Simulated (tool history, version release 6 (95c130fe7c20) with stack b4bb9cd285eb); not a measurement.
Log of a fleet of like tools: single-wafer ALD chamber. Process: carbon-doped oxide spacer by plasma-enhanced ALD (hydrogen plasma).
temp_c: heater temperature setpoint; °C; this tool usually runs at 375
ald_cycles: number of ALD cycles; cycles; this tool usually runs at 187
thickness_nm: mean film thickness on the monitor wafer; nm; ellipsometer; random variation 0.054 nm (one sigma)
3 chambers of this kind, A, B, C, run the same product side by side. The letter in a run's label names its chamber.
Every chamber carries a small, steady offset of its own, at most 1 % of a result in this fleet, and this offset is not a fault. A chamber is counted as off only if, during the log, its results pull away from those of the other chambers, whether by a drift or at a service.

run	day	temp_c	ald_cycles	read-back reference wafer on the same gauge, thickness_nm	thickness_nm
1C	0.242	375	187	10.511	9.2661
2B	0.475	375	187	10.504	9.3857
3A	0.688	375	187	10.498	9.3295
4A	0.958	375	187	10.517	9.1958
5C	1.183	375	187	10.505	9.2481
6B	1.388	375	187	10.506	9.3804
7B	1.629	369	219	10.496	10.906
8C	1.912	369	219	10.515	11.061
9A	2.046	369	219	10.519	10.856
10C	2.208	375	187	10.512	9.3267
11B	2.362	375	187	10.513	9.3138
12A	2.542	375	187	10.518	9.317
13B	2.717	370	152	10.501	7.651
14C	2.904	370	152	10.498	7.585
15A	3.062	370	152	10.511	7.551
16A	3.238	375	187	10.501	9.2446
17C	3.396	375	187	10.514	9.3352
18B	3.575	375	209	10.518	10.468
19B	3.833	375	209	10.501	10.341
20C	4.096	375	209	10.502	10.424
21A	4.288	375	187	10.533	9.3087
22C	4.521	375	187	10.505	9.3567

Each of the 3 chambers runs these same settings next. Fill in every chamber's results:
23A	4.725	375	162		?
23B	4.725	375	162		?
23C	4.725	375	162		?

run	thickness_nm
23A	7.9893
23B	8.1821
23C	8.1673
